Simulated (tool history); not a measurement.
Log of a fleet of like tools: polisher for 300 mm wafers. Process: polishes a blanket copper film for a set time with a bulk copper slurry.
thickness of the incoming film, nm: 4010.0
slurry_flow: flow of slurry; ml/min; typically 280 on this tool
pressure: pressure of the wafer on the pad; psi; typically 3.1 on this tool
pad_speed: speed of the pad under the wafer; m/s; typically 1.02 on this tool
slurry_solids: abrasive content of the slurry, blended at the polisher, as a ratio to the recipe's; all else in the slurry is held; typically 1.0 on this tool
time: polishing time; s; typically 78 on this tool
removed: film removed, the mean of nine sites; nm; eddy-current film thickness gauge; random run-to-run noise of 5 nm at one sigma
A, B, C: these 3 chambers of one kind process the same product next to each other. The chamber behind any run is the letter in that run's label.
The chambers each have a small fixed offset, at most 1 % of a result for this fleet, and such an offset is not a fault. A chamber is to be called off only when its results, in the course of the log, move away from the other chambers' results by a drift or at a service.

run,hour,slurry_flow,pressure,pad_speed,slurry_solids,time,wafers polished on this pad,hours since the slurry nozzle was cleaned,hours since the head pressure was calibrated,hours since the slurry blender was calibrated,removed
# hour 1.2: chamber A: worn pad replaced by a new one
1C,2.3,280,3.1,1.02,1.0,78,44,48.6,150.4,197.2,664.77
2B,7.4,280,3.1,1.02,1.0,78,772,457.0,472.1,126.7,664.83
3A,11.2,280,3.1,1.02,1.0,78,125,12.7,368.3,208.7,676.66
4B,14.2,280,3.1,1.02,1.0,78,858,463.8,478.9,133.5,663.94
5A,17.6,280,3.1,1.02,1.0,66,206,19.1,374.7,215.1,573.44
6C,22.3,280,3.1,1.02,1.0,66,295,68.6,170.4,217.2,555.61
7C,25.7,280,3.1,1.02,1.0,66,338,72.0,173.8,220.6,561.01
8A,30.1,365,3.1,1.02,1.0,78,363,31.6,387.2,227.6,680.76
9B,33.8,365,3.1,1.02,1.0,78,1104,483.4,498.5,153.1,685.65
10B,37.3,365,3.1,1.02,1.0,78,1148,486.9,502.0,156.6,687.92
11C,42.2,280,3.1,1.02,1.0,101,545,88.5,190.3,237.1,854.01
12A,46.4,280,3.1,1.02,1.0,101,568,47.9,403.5,243.9,878.11
13C,48.8,280,3.1,1.02,1.0,101,628,95.1,196.9,243.7,858.19
14A,52.7,280,4.0,1.02,1.0,92,647,54.2,409.8,250.2,1013.30
# hour 56.1: chamber C: worn pad replaced by a new one
15B,57.7,280,4.0,1.02,1.0,92,1405,507.3,522.4,177.0,1009.30
# hour 57.9: chamber A: worn pad replaced by a new one
# hour 60.0: chamber B: worn pad replaced by a new one
16A,62.5,280,4.0,1.02,1.0,92,57,64.0,419.6,260.0,1020.40
17C,67.1,280,3.1,1.02,1.0,78,138,113.4,215.2,262.0,652.72
18B,69.6,280,3.1,1.02,1.0,78,121,519.2,534.3,188.9,662.87
19B,74.4,280,3.1,1.02,1.0,78,182,524.0,539.1,193.7,659.12
# hour 76.3: chamber B: slurry blender recalibrated
20C,78.7,280,3.1,1.02,1.0,78,284,125.0,226.8,273.6,665.85
21A,82.4,280,3.1,1.02,1.0,78,308,83.9,439.5,279.9,663.51
22A,86.8,280,3.6,1.02,1.0,78,363,88.3,443.9,284.3,766.85
23B,89.3,280,3.6,1.02,1.0,78,369,538.9,554.0,13.0,745.10
24C,92.1,280,3.6,1.02,1.0,78,452,138.4,240.2,287.0,772.14
25C,96.4,280,3.5,1.02,1.0,78,506,142.7,244.5,291.3,733.64
26A,101.4,280,3.5,1.02,1.0,78,547,102.9,458.5,298.9,751.66
# hour 104.0: chamber C: worn pad replaced by a new one
27B,106.2,280,3.5,1.02,1.0,78,582,555.8,570.9,29.9,722.47
# hour 107.7: chamber A: slurry blender recalibrated
28C,111.2,280,3.1,1.02,1.0,78,90,157.5,259.3,306.1,663.48
29A,113.5,280,3.1,1.02,1.0,78,699,115.0,470.6,5.9,678.82
30B,117.3,280,3.1,1.02,1.0,78,721,566.9,582.0,41.0,637.01
# hour 119.5: chamber A: worn pad replaced by a new one
31A,119.8,280,3.1,1.02,1.0,78,4,121.3,476.9,12.2,669.30
32B,124.5,280,3.1,1.02,1.0,78,812,574.1,589.2,48.2,627.49
33C,126.9,280,3.1,1.02,1.0,78,288,173.2,275.0,321.8,664.93
34A,131.7,280,3.1,1.02,1.0,78,154,133.2,488.8,24.1,676.77
35C,135.6,280,3.1,1.02,1.0,78,397,181.9,283.7,330.5,658.32
36B,138.2,280,3.1,1.02,1.0,78,984,587.8,602.9,61.9,606.81
37B,140.5,280,3.1,1.02,1.0,78,1013,590.1,605.2,64.2,619.76
38A,142.9,280,3.1,1.02,1.0,78,295,144.4,500.0,35.3,669.43
39C,146.2,280,3.1,1.02,1.0,78,530,192.5,294.3,341.1,666.73
40A,150.2,280,3.1,1.02,1.0,78,386,151.7,507.3,42.6,664.57
# hour 150.6: chamber C: worn pad replaced by a new one
41B,154.7,280,3.1,1.02,1.0,78,1192,604.3,619.4,78.4,616.50
42C,159.0,280,3.1,1.02,1.0,78,106,205.3,307.1,353.9,657.94

Is one chamber out of step, is the gauge drifting, or do the chambers differ by no more than their own small offsets? For an off chamber, give its letter and the likeliest cause.

Little by little, chamber B moves away from the other chambers.
Likeliest cause: head's pressure below its setpoint, % = 9.39.

Chamber B could run next with any of the 4 candidate recipes listed below; each alters the usual settings, and their results appear as question marks. Which one brings its results back in line with what the other chambers deliver on the usual settings?
Maximum distance from the other chambers' mean on the usual settings for a result to count as in line: removed 18.00 nm
43B-1,162.6,280,3.2,1.06,1.0,80,,,,,?
43B-2,162.6,280,3.1,0.98,1.0,78,,,,,?
43B-3,162.6,280,3.0,0.98,1.0,76,,,,,?
43B-4,162.6,280,3.1,1.04,1.0,79,,,,,?

On the usual settings, the other chambers give on average: removed 666.12 nm
run,removed
43B-1,667.43
43B-2,582.42
43B-3,549.45
43B-4,626.56
Change 43B-1 lands the chamber within the allowed miss of the other chambers.

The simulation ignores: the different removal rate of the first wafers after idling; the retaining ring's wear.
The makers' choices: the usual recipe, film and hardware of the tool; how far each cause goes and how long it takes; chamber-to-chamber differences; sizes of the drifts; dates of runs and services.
